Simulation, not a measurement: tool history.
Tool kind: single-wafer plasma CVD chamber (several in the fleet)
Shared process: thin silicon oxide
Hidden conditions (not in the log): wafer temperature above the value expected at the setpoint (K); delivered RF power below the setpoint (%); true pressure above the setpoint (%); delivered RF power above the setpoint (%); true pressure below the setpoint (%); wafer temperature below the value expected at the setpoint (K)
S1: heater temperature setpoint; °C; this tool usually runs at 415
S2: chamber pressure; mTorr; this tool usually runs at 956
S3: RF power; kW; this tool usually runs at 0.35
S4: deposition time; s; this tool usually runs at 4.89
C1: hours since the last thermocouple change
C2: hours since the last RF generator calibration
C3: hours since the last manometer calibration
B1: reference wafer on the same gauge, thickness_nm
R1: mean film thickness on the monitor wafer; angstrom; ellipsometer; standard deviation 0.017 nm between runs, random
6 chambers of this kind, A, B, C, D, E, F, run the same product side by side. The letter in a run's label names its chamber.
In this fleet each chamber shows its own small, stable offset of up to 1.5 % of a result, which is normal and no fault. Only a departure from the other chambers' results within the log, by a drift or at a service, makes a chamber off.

{"run": "1B", "hour": 6.6, "S1": 415, "S2": 956, "S3": 0.35, "S4": 4.89, "C1": 1705.9, "C2": 649.7, "C3": 249.6, "B1": 12.598, "R1": 110.13}
{"run": "2C", "hour": 9.6, "S1": 415, "S2": 956, "S3": 0.35, "S4": 4.89, "C1": 289.3, "C2": 1265.6, "C3": 1843.3, "B1": 12.595, "R1": 109.13}
{"run": "3F", "hour": 12.7, "S1": 415, "S2": 956, "S3": 0.35, "S4": 4.89, "C1": 149.9, "C2": 831.9, "C3": 1224.7, "B1": 12.596, "R1": 110.38}
{"run": "4E", "hour": 18.7, "S1": 415, "S2": 956, "S3": 0.35, "S4": 4.89, "C1": 787.6, "C2": 166.7, "C3": 1398, "B1": 12.586, "R1": 110.53}
{"run": "5A", "hour": 24.8, "S1": 415, "S2": 956, "S3": 0.35, "S4": 4.89, "C1": 629.1, "C2": 1964.6, "C3": 1689, "B1": 12.584, "R1": 110.29}
{"run": "6D", "hour": 30.4, "S1": 415, "S2": 956, "S3": 0.35, "S4": 4.89, "C1": 137, "C2": 853.6, "C3": 2445, "B1": 12.588, "R1": 110.86}
{"run": "7F", "hour": 35.2, "S1": 415, "S2": 956, "S3": 0.35, "S4": 4.89, "C1": 172.4, "C2": 854.4, "C3": 1247.2, "B1": 12.586, "R1": 110.62}
{"run": "8C", "hour": 41.1, "S1": 401, "S2": 956, "S3": 0.3, "S4": 4.89, "C1": 320.8, "C2": 1297.1, "C3": 1874.8, "B1": 12.582, "R1": 103.24}
{"run": "9B", "hour": 46.4, "S1": 401, "S2": 956, "S3": 0.3, "S4": 4.89, "C1": 1745.7, "C2": 689.5, "C3": 289.4, "B1": 12.577, "R1": 104.28}
{"run": "10E", "hour": 51.1, "S1": 401, "S2": 956, "S3": 0.3, "S4": 4.89, "C1": 820, "C2": 199.1, "C3": 1430.4, "B1": 12.574, "R1": 105.03}
{"run": "11A", "hour": 55.9, "S1": 401, "S2": 956, "S3": 0.3, "S4": 4.89, "C1": 660.2, "C2": 1995.7, "C3": 1720.1, "B1": 12.577, "R1": 104.42}
{"run": "12D", "hour": 61.9, "S1": 401, "S2": 956, "S3": 0.3, "S4": 4.89, "C1": 168.5, "C2": 885.1, "C3": 2476.5, "B1": 12.573, "R1": 105.14}
{"run": "13B", "hour": 65.8, "S1": 401, "S2": 956, "S3": 0.3, "S4": 4.89, "C1": 1765.1, "C2": 708.9, "C3": 308.8, "B1": 12.57, "R1": 104.16}
{"run": "14F", "hour": 68.8, "S1": 415, "S2": 956, "S3": 0.35, "S4": 4.89, "C1": 206, "C2": 888, "C3": 1280.8, "B1": 12.57, "R1": 110.37}
{"run": "15C", "hour": 73.6, "S1": 415, "S2": 956, "S3": 0.35, "S4": 4.89, "C1": 353.3, "C2": 1329.6, "C3": 1907.3, "B1": 12.563, "R1": 108.82}
{"run": "16A", "hour": 78.0, "S1": 415, "S2": 956, "S3": 0.35, "S4": 5.43, "C1": 682.3, "C2": 2017.8, "C3": 1742.2, "B1": 12.57, "R1": 121.86}
{"run": "17E", "hour": 82.8, "S1": 415, "S2": 956, "S3": 0.35, "S4": 5.43, "C1": 851.7, "C2": 230.8, "C3": 1462.1, "B1": 12.561, "R1": 122.16}
{"run": "18D", "hour": 87.8, "S1": 415, "S2": 956, "S3": 0.35, "S4": 5.43, "C1": 194.4, "C2": 911, "C3": 2502.4, "B1": 12.556, "R1": 123.14}
{"run": "19E", "hour": 92.4, "S1": 415, "S2": 956, "S3": 0.35, "S4": 5.43, "C1": 861.3, "C2": 240.4, "C3": 1471.7, "B1": 12.558, "R1": 122.5}
{"run": "20A", "hour": 96.0, "S1": 415, "S2": 956, "S3": 0.35, "S4": 5.43, "C1": 700.3, "C2": 2035.8, "C3": 1760.2, "B1": 12.554, "R1": 121.96}
{"run": "21F", "hour": 100.4, "S1": 415, "S2": 956, "S3": 0.35, "S4": 5.43, "C1": 237.6, "C2": 919.6, "C3": 1312.4, "B1": 12.558, "R1": 122.34}
{"run": "22B", "hour": 105.4, "S1": 415, "S2": 956, "S3": 0.35, "S4": 4.89, "C1": 1804.7, "C2": 748.5, "C3": 348.4, "B1": 12.559, "R1": 109.56}
{"hour": 109.5, "done": "chamber A: RF generator calibrated"}
{"run": "23D", "hour": 110.5, "S1": 415, "S2": 956, "S3": 0.35, "S4": 4.89, "C1": 217.1, "C2": 933.7, "C3": 2525.1, "B1": 12.548, "R1": 110.42}
{"run": "24C", "hour": 113.5, "S1": 415, "S2": 956, "S3": 0.35, "S4": 4.89, "C1": 393.2, "C2": 1369.5, "C3": 1947.2, "B1": 12.549, "R1": 108.66}
{"run": "25B", "hour": 119.3, "S1": 415, "S2": 956, "S3": 0.35, "S4": 4.89, "C1": 1818.6, "C2": 762.4, "C3": 362.3, "B1": 12.546, "R1": 109.59}
{"run": "26A", "hour": 122.7, "S1": 415, "S2": 956, "S3": 0.35, "S4": 4.89, "C1": 727, "C2": 13.2, "C3": 1786.9, "B1": 12.542, "R1": 110.04}
{"run": "27D", "hour": 129.6, "S1": 415, "S2": 956, "S3": 0.35, "S4": 4.89, "C1": 236.2, "C2": 952.8, "C3": 2544.2, "B1": 12.543, "R1": 110.52}
{"run": "28F", "hour": 134.8, "S1": 415, "S2": 956, "S3": 0.35, "S4": 4.89, "C1": 272, "C2": 954, "C3": 1346.8, "B1": 12.543, "R1": 109.76}
{"run": "29C", "hour": 138.3, "S1": 415, "S2": 956, "S3": 0.35, "S4": 4.89, "C1": 418, "C2": 1394.3, "C3": 1972, "B1": 12.54, "R1": 108.57}
{"run": "30E", "hour": 144.9, "S1": 415, "S2": 956, "S3": 0.35, "S4": 4.89, "C1": 913.8, "C2": 292.9, "C3": 1524.2, "B1": 12.538, "R1": 109.77}
{"run": "31F", "hour": 149.8, "S1": 415, "S2": 956, "S3": 0.35, "S4": 4.89, "C1": 287, "C2": 969, "C3": 1361.8, "B1": 12.536, "R1": 110.17}
{"hour": 150.0, "done": "chamber B: RF generator calibrated"}
{"run": "32C", "hour": 155.7, "S1": 415, "S2": 956, "S3": 0.35, "S4": 4.89, "C1": 435.4, "C2": 1411.7, "C3": 1989.4, "B1": 12.53, "R1": 108.41}
{"run": "33A", "hour": 159.8, "S1": 415, "S2": 956, "S3": 0.35, "S4": 4.89, "C1": 764.1, "C2": 50.3, "C3": 1824, "B1": 12.528, "R1": 109.61}
{"run": "34D", "hour": 163.0, "S1": 415, "S2": 956, "S3": 0.35, "S4": 4.89, "C1": 269.6, "C2": 986.2, "C3": 2577.6, "B1": 12.531, "R1": 110.37}
{"run": "35E", "hour": 166.7, "S1": 426, "S2": 956, "S3": 0.295, "S4": 4.89, "C1": 935.6, "C2": 314.7, "C3": 1546, "B1": 12.53, "R1": 102.06}
{"run": "36B", "hour": 170.7, "S1": 426, "S2": 956, "S3": 0.295, "S4": 4.89, "C1": 1870, "C2": 20.8, "C3": 413.7, "B1": 12.527, "R1": 101.27}
{"run": "37D", "hour": 177.5, "S1": 426, "S2": 956, "S3": 0.295, "S4": 4.89, "C1": 284.1, "C2": 1000.7, "C3": 2592.1, "B1": 12.525, "R1": 102.28}

Does one chamber stand apart from the rest, does the shared gauge drift, or is all well apart from small per-chamber offsets? Give the chamber and the most likely cause, where there is one.

The gauge drifts, so all chambers seem to drift together. No chamber is off.
Most likely cause: gauge reads low (%) = 0.643.

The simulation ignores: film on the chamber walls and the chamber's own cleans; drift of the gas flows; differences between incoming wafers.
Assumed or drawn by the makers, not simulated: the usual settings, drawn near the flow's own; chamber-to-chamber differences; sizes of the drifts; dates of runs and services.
